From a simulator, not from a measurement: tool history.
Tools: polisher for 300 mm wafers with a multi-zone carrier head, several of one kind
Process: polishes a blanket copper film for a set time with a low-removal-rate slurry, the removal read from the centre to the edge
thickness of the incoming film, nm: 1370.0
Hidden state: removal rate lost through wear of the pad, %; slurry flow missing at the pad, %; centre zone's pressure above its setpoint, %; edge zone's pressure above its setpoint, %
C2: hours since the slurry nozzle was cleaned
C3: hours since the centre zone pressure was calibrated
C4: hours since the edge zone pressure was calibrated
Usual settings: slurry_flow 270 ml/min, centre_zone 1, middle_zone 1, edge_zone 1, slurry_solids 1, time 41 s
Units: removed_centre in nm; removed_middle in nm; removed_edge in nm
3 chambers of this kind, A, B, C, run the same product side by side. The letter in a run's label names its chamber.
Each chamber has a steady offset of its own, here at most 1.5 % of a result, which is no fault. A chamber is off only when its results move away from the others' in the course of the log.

At hour 4.1: chamber C: worn pad replaced by a new one.
Run 1B, hour 8.4: usual settings; wafers polished on this pad 542; C2 61.5; C3 1159.3; C4 87.9. Result: removed_centre 105.2 nm, removed_middle 106.03 nm, removed_edge 103.36 nm.
Run 2C, hour 18.6: usual settings; wafers polished on this pad 91; C2 192.5; C3 183.3; C4 761.3. Result: removed_centre 104.52 nm, removed_middle 104.23 nm, removed_edge 103.34 nm.
At hour 19.6: chamber A: slurry nozzle cleaned.
Run 3A, hour 25.6: usual settings; wafers polished on this pad 186; C2 6.1; C3 725.4; C4 77. Result: removed_centre 102.55 nm, removed_middle 104.17 nm, removed_edge 103.33 nm.
Run 4C, hour 35.5: usual settings; wafers polished on this pad 197; C2 209.4; C3 200.2; C4 778.2. Result: removed_centre 101.57 nm, removed_middle 101.41 nm, removed_edge 104.46 nm.
Run 5A, hour 45: usual settings; wafers polished on this pad 308; C2 25.5; C3 744.8; C4 96.4. Result: removed_centre 104.08 nm, removed_middle 104.81 nm, removed_edge 103.41 nm.
Run 6B, hour 51.8: usual settings; wafers polished on this pad 815; C2 104.9; C3 1202.7; C4 131.3. Result: removed_centre 105.31 nm, removed_middle 105.71 nm, removed_edge 104.91 nm.
Run 7C, hour 58.2: usual settings; wafers polished on this pad 339; C2 232.1; C3 222.9; C4 800.9. Result: removed_centre 103.14 nm, removed_middle 101.25 nm, removed_edge 105.11 nm.
Run 8B, hour 68.4: usual settings; wafers polished on this pad 919; C2 121.5; C3 1219.3; C4 147.9. Result: removed_centre 105.21 nm, removed_middle 102.85 nm, removed_edge 105.81 nm.
Run 9A, hour 75.3: usual settings; wafers polished on this pad 498; C2 55.8; C3 775.1; C4 126.7. Result: removed_centre 102.22 nm, removed_middle 106.33 nm, removed_edge 103.87 nm.
Run 10B, hour 84.8: usual settings; wafers polished on this pad 1022; C2 137.9; C3 1235.7; C4 164.3. Result: removed_centre 106.19 nm, removed_middle 104.88 nm, removed_edge 103.2 nm.
Run 11A, hour 93.4: usual settings but edge_zone 0.9, slurry_solids 0.9; wafers polished on this pad 611; C2 73.9; C3 793.2; C4 144.8. Result: removed_centre 99.29 nm, removed_middle 99.8 nm, removed_edge 96.242 nm.
At hour 95.5: chamber B: worn pad replaced by a new one.
Run 12C, hour 98.9: usual settings but edge_zone 0.9, slurry_solids 0.9; wafers polished on this pad 595; C2 272.8; C3 263.6; C4 841.6. Result: removed_centre 100.89 nm, removed_middle 102.64 nm, removed_edge 96.913 nm.
Run 13A, hour 108.5: usual settings but edge_zone 0.9, slurry_solids 0.9; wafers polished on this pad 706; C2 89; C3 808.3; C4 159.9. Result: removed_centre 99.843 nm, removed_middle 100.87 nm, removed_edge 96.234 nm.
Run 14B, hour 113.2: usual settings; wafers polished on this pad 111; C2 166.3; C3 1264.1; C4 192.7. Result: removed_centre 105.61 nm, removed_middle 105.12 nm, removed_edge 103.63 nm.
Run 15C, hour 121.2: usual settings; wafers polished on this pad 735; C2 295.1; C3 285.9; C4 863.9. Result: removed_centre 103.59 nm, removed_middle 105.08 nm, removed_edge 102.94 nm.
At hour 128.5: chamber C: slurry nozzle cleaned.
At hour 129.1: chamber C: worn pad replaced by a new one.
Run 16C, hour 129.6: usual settings but time 51 s; wafers polished on this pad 3; C2 1.2; C3 294.3; C4 872.3. Result: removed_centre 128.25 nm, removed_middle 129.16 nm, removed_edge 128.13 nm.
At hour 134.1: chamber A: worn pad replaced by a new one.
Run 17B, hour 139.3: usual settings but time 51 s; wafers polished on this pad 275; C2 192.4; C3 1290.2; C4 218.8. Result: removed_centre 132.32 nm, removed_middle 129.42 nm, removed_edge 130.41 nm.
Run 18A, hour 148.5: usual settings but time 51 s; wafers polished on this pad 90; C2 129; C3 848.3; C4 199.9. Result: removed_centre 129.07 nm, removed_middle 131.87 nm, removed_edge 128.41 nm.
Run 19C, hour 155.3: usual settings; wafers polished on this pad 164; C2 26.9; C3 320; C4 898. Result: removed_centre 104.06 nm, removed_middle 104.52 nm, removed_edge 102.92 nm.
Run 20B, hour 163.5: usual settings; wafers polished on this pad 427; C2 216.6; C3 1314.4; C4 243. Result: removed_centre 104.89 nm, removed_middle 102.9 nm, removed_edge 104.23 nm.
Run 21A, hour 171.5: usual settings; wafers polished on this pad 235; C2 152; C3 871.3; C4 222.9. Result: removed_centre 103.76 nm, removed_middle 105.02 nm, removed_edge 104.07 nm.
Run 22B, hour 178.8: usual settings; wafers polished on this pad 523; C2 231.9; C3 1329.7; C4 258.3. Result: removed_centre 102.82 nm, removed_middle 103.45 nm, removed_edge 105.52 nm.
Run 23A, hour 188.9: usual settings; wafers polished on this pad 344; C2 169.4; C3 888.7; C4 240.3. Result: removed_centre 103.36 nm, removed_middle 105.12 nm, removed_edge 102.53 nm.
Run 24C, hour 194.2: usual settings; wafers polished on this pad 408; C2 65.8; C3 358.9; C4 936.9. Result: removed_centre 104.43 nm, removed_middle 104.56 nm, removed_edge 104.4 nm.
Run 25B, hour 200.5: usual settings; wafers polished on this pad 659; C2 253.6; C3 1351.4; C4 280. Result: removed_centre 103.12 nm, removed_middle 105.6 nm, removed_edge 104.42 nm.
Run 26C, hour 208.8: usual settings; wafers polished on this pad 500; C2 80.4; C3 373.5; C4 951.5. Result: removed_centre 103.53 nm, removed_middle 104.68 nm, removed_edge 104.33 nm.
Run 27A, hour 213.7: usual settings; wafers polished on this pad 500; C2 194.2; C3 913.5; C4 265.1. Result: removed_centre 102.13 nm, removed_middle 102.87 nm, removed_edge 103.57 nm.
Run 28B, hour 222.3: usual settings; wafers polished on this pad 796; C2 275.4; C3 1373.2; C4 301.8. Result: removed_centre 106.79 nm, removed_middle 103.99 nm, removed_edge 103.83 nm.
Run 29C, hour 230.7: usual settings; wafers polished on this pad 637; C2 102.3; C3 395.4; C4 973.4. Result: removed_centre 101.7 nm, removed_middle 103.5 nm, removed_edge 103.02 nm.
Run 30A, hour 240.7: usual settings; wafers polished on this pad 669; C2 221.2; C3 940.5; C4 292.1. Result: removed_centre 102.36 nm, removed_middle 103.78 nm, removed_edge 100.96 nm.
Run 31A, hour 250.9: usual settings; wafers polished on this pad 733; C2 231.4; C3 950.7; C4 302.3. Result: removed_centre 102.43 nm, removed_middle 101.41 nm, removed_edge 103.22 nm.

Is one chamber off against the others, does the gauge drift, or is nothing wrong? If a chamber is off, say which, and what the likeliest cause is.

No chamber stands off beyond its own small offset, and the gauge holds steady.

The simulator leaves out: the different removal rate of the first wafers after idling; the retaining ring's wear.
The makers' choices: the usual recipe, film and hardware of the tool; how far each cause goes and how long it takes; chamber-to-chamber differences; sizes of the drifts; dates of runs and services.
